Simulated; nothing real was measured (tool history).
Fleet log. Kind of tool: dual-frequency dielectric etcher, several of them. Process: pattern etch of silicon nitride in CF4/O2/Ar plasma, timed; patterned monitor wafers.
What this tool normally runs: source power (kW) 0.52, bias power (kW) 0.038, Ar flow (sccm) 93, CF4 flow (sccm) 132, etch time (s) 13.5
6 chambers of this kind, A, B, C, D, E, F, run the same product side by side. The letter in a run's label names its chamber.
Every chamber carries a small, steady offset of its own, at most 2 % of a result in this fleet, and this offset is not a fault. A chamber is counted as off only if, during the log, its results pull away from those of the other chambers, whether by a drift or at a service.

| run | hour | source power (kW) | bias power (kW) | Ar flow (sccm) | CF4 flow (sccm) | etch time (s) | hours since the last wet clean | hours since the last source power generator calibration | hours since the last bias power generator calibration | hours since the last Ar flow controller change | hours since the last CF4 flow controller change | read-back reference wafer on the same gauge, depth_nm | mean etch depth across the wafer (Å) |
|---|---|---|---|---|---|---|---|---|---|---|---|---|---|
| 1E | 3.6 | 0.52 | 0.038 | 93 | 132 | 13.5 | 527.4 | 912 | 2563.3 | 4450.9 | 789.6 | 25.694 | 248.08 |
| 2F | 9.5 | 0.52 | 0.038 | 93 | 132 | 13.5 | 80.5 | 971.5 | 338.2 | 713.8 | 1074.4 | 25.69 | 252.95 |
| 3C | 15.7 | 0.52 | 0.038 | 93 | 132 | 13.5 | 512.2 | 1729.2 | 230.1 | 466.8 | 2028.6 | 25.685 | 250.74 |
| 4D | 21 | 0.52 | 0.038 | 93 | 132 | 13.5 | 139 | 3183.7 | 1675.3 | 497.3 | 2834.3 | 25.692 | 251.1 |
| 5B | 27.2 | 0.52 | 0.038 | 93 | 132 | 13.5 | 423.7 | 1001.8 | 3707.4 | 2019.4 | 599.7 | 25.679 | 249.62 |
| 6A | 33 | 0.52 | 0.038 | 93 | 132 | 13.5 | 363.2 | 4032 | 2733.7 | 2201.3 | 652.6 | 25.688 | 248.08 |
|  | 36.9 | chamber E: wet clean of the chamber |
| 7E | 37 | 0.52 | 0.038 | 93 | 132 | 13.5 | 0.1 | 945.4 | 2596.7 | 4484.3 | 823 | 25.678 | 247.56 |
| 8A | 39.9 | 0.52 | 0.038 | 93 | 121 | 13.5 | 370.1 | 4038.9 | 2740.6 | 2208.2 | 659.5 | 25.676 | 245.85 |
| 9F | 46.4 | 0.52 | 0.038 | 93 | 121 | 13.5 | 117.4 | 1008.4 | 375.1 | 750.7 | 1111.3 | 25.673 | 250.1 |
| 10C | 53 | 0.52 | 0.038 | 93 | 121 | 13.5 | 549.5 | 1766.5 | 267.4 | 504.1 | 2065.9 | 25.659 | 247.89 |
|  | 55.3 | chamber A: wet clean of the chamber |
| 11D | 58 | 0.52 | 0.038 | 93 | 121 | 13.5 | 176 | 3220.7 | 1712.3 | 534.3 | 2871.3 | 25.665 | 247.92 |
| 12B | 62 | 0.52 | 0.038 | 93 | 121 | 13.5 | 458.5 | 1036.6 | 3742.2 | 2054.2 | 634.5 | 25.658 | 247.08 |
|  | 65.6 | chamber B: wet clean of the chamber |
| 13C | 68.1 | 0.52 | 0.038 | 93 | 121 | 13.5 | 564.6 | 1781.6 | 282.5 | 519.2 | 2081 | 25.66 | 247.16 |
| 14F | 73.9 | 0.52 | 0.038 | 93 | 132 | 13.5 | 144.9 | 1035.9 | 402.6 | 778.2 | 1138.8 | 25.65 | 252.15 |
| 15A | 77.1 | 0.52 | 0.038 | 93 | 132 | 13.5 | 21.8 | 4076.1 | 2777.8 | 2245.4 | 696.7 | 25.654 | 247.67 |
| 16D | 81.7 | 0.52 | 0.038 | 93 | 132 | 13.5 | 199.7 | 3244.4 | 1736 | 558 | 2895 | 25.644 | 250.67 |
| 17E | 85.6 | 0.52 | 0.038 | 93 | 132 | 13.5 | 48.7 | 994 | 2645.3 | 4532.9 | 871.6 | 25.636 | 246.8 |
| 18B | 90.9 | 0.52 | 0.038 | 93 | 132 | 11.5 | 25.3 | 1065.5 | 3771.1 | 2083.1 | 663.4 | 25.644 | 212.26 |
|  | 95.1 | chamber C: wet clean of the chamber |
| 19D | 96.6 | 0.52 | 0.038 | 93 | 132 | 11.5 | 214.6 | 3259.3 | 1750.9 | 572.9 | 2909.9 | 25.646 | 213.11 |
| 20A | 101.6 | 0.52 | 0.038 | 93 | 132 | 11.5 | 46.3 | 4100.6 | 2802.3 | 2269.9 | 721.2 | 25.633 | 210.77 |
| 21F | 105.7 | 0.52 | 0.038 | 93 | 132 | 11.5 | 176.7 | 1067.7 | 434.4 | 810 | 1170.6 | 25.635 | 214.89 |
| 22E | 109.6 | 0.52 | 0.038 | 93 | 132 | 11.5 | 72.7 | 1018 | 2669.3 | 4556.9 | 895.6 | 25.62 | 210.42 |
| 23C | 114.1 | 0.52 | 0.038 | 93 | 132 | 11.5 | 19.1 | 1827.6 | 328.5 | 565.2 | 2127 | 25.623 | 212.88 |
| 24B | 119.8 | 0.52 | 0.038 | 93 | 132 | 13.5 | 54.2 | 1094.4 | 3800 | 2112 | 692.3 | 25.615 | 248.53 |
| 25B | 123.3 | 0.52 | 0.038 | 93 | 164 | 13.5 | 57.7 | 1097.9 | 3803.5 | 2115.5 | 695.8 | 25.615 | 255.27 |
| 26D | 129.3 | 0.52 | 0.038 | 93 | 164 | 13.5 | 247.3 | 3292 | 1783.6 | 605.6 | 2942.6 | 25.612 | 255.59 |
| 27C | 132.5 | 0.52 | 0.038 | 93 | 164 | 13.5 | 37.5 | 1846 | 346.9 | 583.6 | 2145.4 | 25.613 | 255.34 |
| 28A | 137.2 | 0.52 | 0.038 | 93 | 164 | 13.5 | 81.9 | 4136.2 | 2837.9 | 2305.5 | 756.8 | 25.615 | 253.19 |
| 29F | 142.3 | 0.52 | 0.038 | 93 | 164 | 13.5 | 213.3 | 1104.3 | 471 | 846.6 | 1207.2 | 25.609 | 257.99 |
| 30E | 147.5 | 0.52 | 0.038 | 93 | 164 | 13.5 | 110.6 | 1055.9 | 2707.2 | 4594.8 | 933.5 | 25.598 | 252.45 |
| 31D | 153.5 | 0.52 | 0.038 | 93 | 132 | 13.5 | 271.5 | 3316.2 | 1807.8 | 629.8 | 2966.8 | 25.602 | 249.15 |
| 32A | 160 | 0.52 | 0.038 | 93 | 132 | 13.5 | 104.7 | 4159 | 2860.7 | 2328.3 | 779.6 | 25.597 | 247.06 |
| 33C | 164.8 | 0.52 | 0.038 | 93 | 132 | 13.5 | 69.8 | 1878.3 | 379.2 | 615.9 | 2177.7 | 25.598 | 249.11 |
| 34B | 171.2 | 0.52 | 0.047 | 93 | 132 | 13.5 | 105.6 | 1145.8 | 3851.4 | 2163.4 | 743.7 | 25.592 | 267.11 |
| 35F | 176.7 | 0.52 | 0.047 | 93 | 132 | 13.5 | 247.7 | 1138.7 | 505.4 | 881 | 1241.6 | 25.588 | 270.42 |
| 36E | 182.8 | 0.52 | 0.047 | 93 | 132 | 13.5 | 145.9 | 1091.2 | 2742.5 | 4630.1 | 968.8 | 25.569 | 264.6 |
| 37B | 186.9 | 0.52 | 0.047 | 93 | 132 | 13.5 | 121.3 | 1161.5 | 3867.1 | 2179.1 | 759.4 | 25.574 | 266.75 |

Next, all 6 chambers run the settings below, one line each with question marks for the results. What does each chamber give?
| 38A | 191.7 | 0.52 | 0.038 | 93 | 132 | 13.5 |  |  |  |  |  |  | ? |
| 38B | 191.7 | 0.52 | 0.038 | 93 | 132 | 13.5 |  |  |  |  |  |  | ? |
| 38C | 191.7 | 0.52 | 0.038 | 93 | 132 | 13.5 |  |  |  |  |  |  | ? |
| 38D | 191.7 | 0.52 | 0.038 | 93 | 132 | 13.5 |  |  |  |  |  |  | ? |
| 38E | 191.7 | 0.52 | 0.038 | 93 | 132 | 13.5 |  |  |  |  |  |  | ? |
| 38F | 191.7 | 0.52 | 0.038 | 93 | 132 | 13.5 |  |  |  |  |  |  | ? |

| run | mean etch depth across the wafer (Å) |
|---|---|
| 38A | 247.11 |
| 38B | 248.95 |
| 38C | 249.68 |
| 38D | 249.66 |
| 38E | 246.37 |
| 38F | 251.75 |
